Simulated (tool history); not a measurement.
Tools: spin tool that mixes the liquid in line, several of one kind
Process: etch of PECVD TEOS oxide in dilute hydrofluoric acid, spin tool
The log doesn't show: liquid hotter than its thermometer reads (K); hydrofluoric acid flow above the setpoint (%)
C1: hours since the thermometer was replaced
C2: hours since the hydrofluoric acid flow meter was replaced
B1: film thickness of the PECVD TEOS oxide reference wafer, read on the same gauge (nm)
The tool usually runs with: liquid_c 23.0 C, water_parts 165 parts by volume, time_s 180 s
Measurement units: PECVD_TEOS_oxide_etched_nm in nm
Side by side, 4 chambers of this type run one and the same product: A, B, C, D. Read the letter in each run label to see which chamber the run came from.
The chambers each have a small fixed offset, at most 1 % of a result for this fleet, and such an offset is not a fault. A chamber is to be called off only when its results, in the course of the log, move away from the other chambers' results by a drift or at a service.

{"run": "1D", "hour": 11.0, "liquid_c": 23.0, "water_parts": 165, "time_s": 180, "C1": 1844.8, "C2": 371.1, "B1": 60.034, "PECVD_TEOS_oxide_etched_nm": 18.517}
{"run": "2B", "hour": 23.3, "liquid_c": 23.0, "water_parts": 165, "time_s": 180, "C1": 411.7, "C2": 545.4, "B1": 59.976, "PECVD_TEOS_oxide_etched_nm": 18.589}
{"run": "3C", "hour": 30.4, "liquid_c": 23.0, "water_parts": 165, "time_s": 180, "C1": 755.6, "C2": 695.5, "B1": 59.997, "PECVD_TEOS_oxide_etched_nm": 18.927}
{"run": "4A", "hour": 38.0, "liquid_c": 23.0, "water_parts": 165, "time_s": 180, "C1": 1692.7, "C2": 623.4, "B1": 60.029, "PECVD_TEOS_oxide_etched_nm": 18.884}
{"run": "5D", "hour": 47.1, "liquid_c": 23.0, "water_parts": 165, "time_s": 180, "C1": 1880.9, "C2": 407.2, "B1": 59.996, "PECVD_TEOS_oxide_etched_nm": 18.779}
{"run": "6B", "hour": 57.9, "liquid_c": 23.0, "water_parts": 165, "time_s": 180, "C1": 446.3, "C2": 580.0, "B1": 60.033, "PECVD_TEOS_oxide_etched_nm": 18.77}
{"run": "7C", "hour": 70.3, "liquid_c": 23.0, "water_parts": 165, "time_s": 180, "C1": 795.5, "C2": 735.4, "B1": 59.983, "PECVD_TEOS_oxide_etched_nm": 18.902}
{"run": "8A", "hour": 79.9, "liquid_c": 23.0, "water_parts": 95, "time_s": 180, "C1": 1734.6, "C2": 665.3, "B1": 59.992, "PECVD_TEOS_oxide_etched_nm": 36.065}
{"run": "9C", "hour": 85.4, "liquid_c": 23.0, "water_parts": 95, "time_s": 180, "C1": 810.6, "C2": 750.5, "B1": 59.985, "PECVD_TEOS_oxide_etched_nm": 35.731}
{"run": "10D", "hour": 91.9, "liquid_c": 23.0, "water_parts": 95, "time_s": 180, "C1": 1925.7, "C2": 452.0, "B1": 60.01, "PECVD_TEOS_oxide_etched_nm": 35.877}
{"run": "11B", "hour": 98.2, "liquid_c": 23.0, "water_parts": 95, "time_s": 180, "C1": 486.6, "C2": 620.3, "B1": 59.995, "PECVD_TEOS_oxide_etched_nm": 34.574}
{"run": "12A", "hour": 107.6, "liquid_c": 23.0, "water_parts": 165, "time_s": 180, "C1": 1762.3, "C2": 693.0, "B1": 60.001, "PECVD_TEOS_oxide_etched_nm": 18.994}
{"run": "13B", "hour": 120.0, "liquid_c": 23.0, "water_parts": 165, "time_s": 180, "C1": 508.4, "C2": 642.1, "B1": 60.011, "PECVD_TEOS_oxide_etched_nm": 18.77}
{"run": "14D", "hour": 131.0, "liquid_c": 23.0, "water_parts": 165, "time_s": 180, "C1": 1964.8, "C2": 491.1, "B1": 59.963, "PECVD_TEOS_oxide_etched_nm": 19.109}
{"run": "15C", "hour": 140.5, "liquid_c": 23.0, "water_parts": 165, "time_s": 180, "C1": 865.7, "C2": 805.6, "B1": 59.989, "PECVD_TEOS_oxide_etched_nm": 18.909}
{"run": "16A", "hour": 152.2, "liquid_c": 25.0, "water_parts": 165, "time_s": 180, "C1": 1806.9, "C2": 737.6, "B1": 60.032, "PECVD_TEOS_oxide_etched_nm": 20.555}
{"run": "17B", "hour": 158.9, "liquid_c": 25.0, "water_parts": 165, "time_s": 180, "C1": 547.3, "C2": 681.0, "B1": 60.016, "PECVD_TEOS_oxide_etched_nm": 20.401}
{"hour": 163.6, "done": "chamber C: hydrofluoric acid flow meter replaced"}
{"run": "18A", "hour": 164.8, "liquid_c": 25.0, "water_parts": 165, "time_s": 180, "C1": 1819.5, "C2": 750.2, "B1": 59.966, "PECVD_TEOS_oxide_etched_nm": 20.601}
{"hour": 167.9, "done": "chamber D: hydrofluoric acid flow meter replaced"}
{"run": "19C", "hour": 172.6, "liquid_c": 25.0, "water_parts": 165, "time_s": 180, "C1": 897.8, "C2": 9.1, "B1": 60.046, "PECVD_TEOS_oxide_etched_nm": 20.633}
{"hour": 175.2, "done": "chamber A: thermometer replaced"}
{"run": "20D", "hour": 179.6, "liquid_c": 27.0, "water_parts": 165, "time_s": 220, "C1": 2013.4, "C2": 11.8, "B1": 59.948, "PECVD_TEOS_oxide_etched_nm": 27.306}
{"run": "21D", "hour": 189.4, "liquid_c": 27.0, "water_parts": 165, "time_s": 220, "C1": 2023.2, "C2": 21.6, "B1": 59.985, "PECVD_TEOS_oxide_etched_nm": 27.206}
{"run": "22B", "hour": 195.4, "liquid_c": 27.0, "water_parts": 165, "time_s": 220, "C1": 583.8, "C2": 717.5, "B1": 59.989, "PECVD_TEOS_oxide_etched_nm": 26.579}
{"run": "23C", "hour": 207.6, "liquid_c": 27.0, "water_parts": 165, "time_s": 220, "C1": 932.8, "C2": 44.1, "B1": 59.987, "PECVD_TEOS_oxide_etched_nm": 26.731}
{"run": "24A", "hour": 220.0, "liquid_c": 19.5, "water_parts": 165, "time_s": 180, "C1": 44.9, "C2": 805.4, "B1": 60.001, "PECVD_TEOS_oxide_etched_nm": 16.488}

Does one chamber stand apart from the rest, does the shared gauge drift, or is all well apart from small per-chamber offsets? Give the chamber and the most likely cause, where there is one.

Chamber D drifts away from the others.
Most likely cause: liquid hotter than its thermometer reads (K) = 1.14.

Here are 4 candidates for chamber D's next run, each the usual settings with a change, their results left as question marks. Which one brings its results back in line with what the others give on the usual settings?
To be in line, a result may differ from the other chambers' mean on the usual settings by at most: PECVD_TEOS_oxide_etched_nm 0.310 nm
{"run": "25D-1", "hour": 229.1, "liquid_c": 23.0, "water_parts": 165, "time_s": 185, "PECVD_TEOS_oxide_etched_nm": "?"}
{"run": "25D-2", "hour": 229.1, "liquid_c": 23.0, "water_parts": 165, "time_s": 175, "PECVD_TEOS_oxide_etched_nm": "?"}
{"run": "25D-3", "hour": 229.1, "liquid_c": 23.0, "water_parts": 175, "time_s": 180, "PECVD_TEOS_oxide_etched_nm": "?"}
{"run": "25D-4", "hour": 229.1, "liquid_c": 23.0, "water_parts": 160, "time_s": 185, "PECVD_TEOS_oxide_etched_nm": "?"}

The mean the other chambers reach with the usual settings: PECVD_TEOS_oxide_etched_nm 18.841 nm
run=25D-1 PECVD_TEOS_oxide_etched_nm=20.057
run=25D-2 PECVD_TEOS_oxide_etched_nm=18.973
run=25D-3 PECVD_TEOS_oxide_etched_nm=18.180
run=25D-4 PECVD_TEOS_oxide_etched_nm=20.810
With 25D-2, the chamber falls back in line with the rest.

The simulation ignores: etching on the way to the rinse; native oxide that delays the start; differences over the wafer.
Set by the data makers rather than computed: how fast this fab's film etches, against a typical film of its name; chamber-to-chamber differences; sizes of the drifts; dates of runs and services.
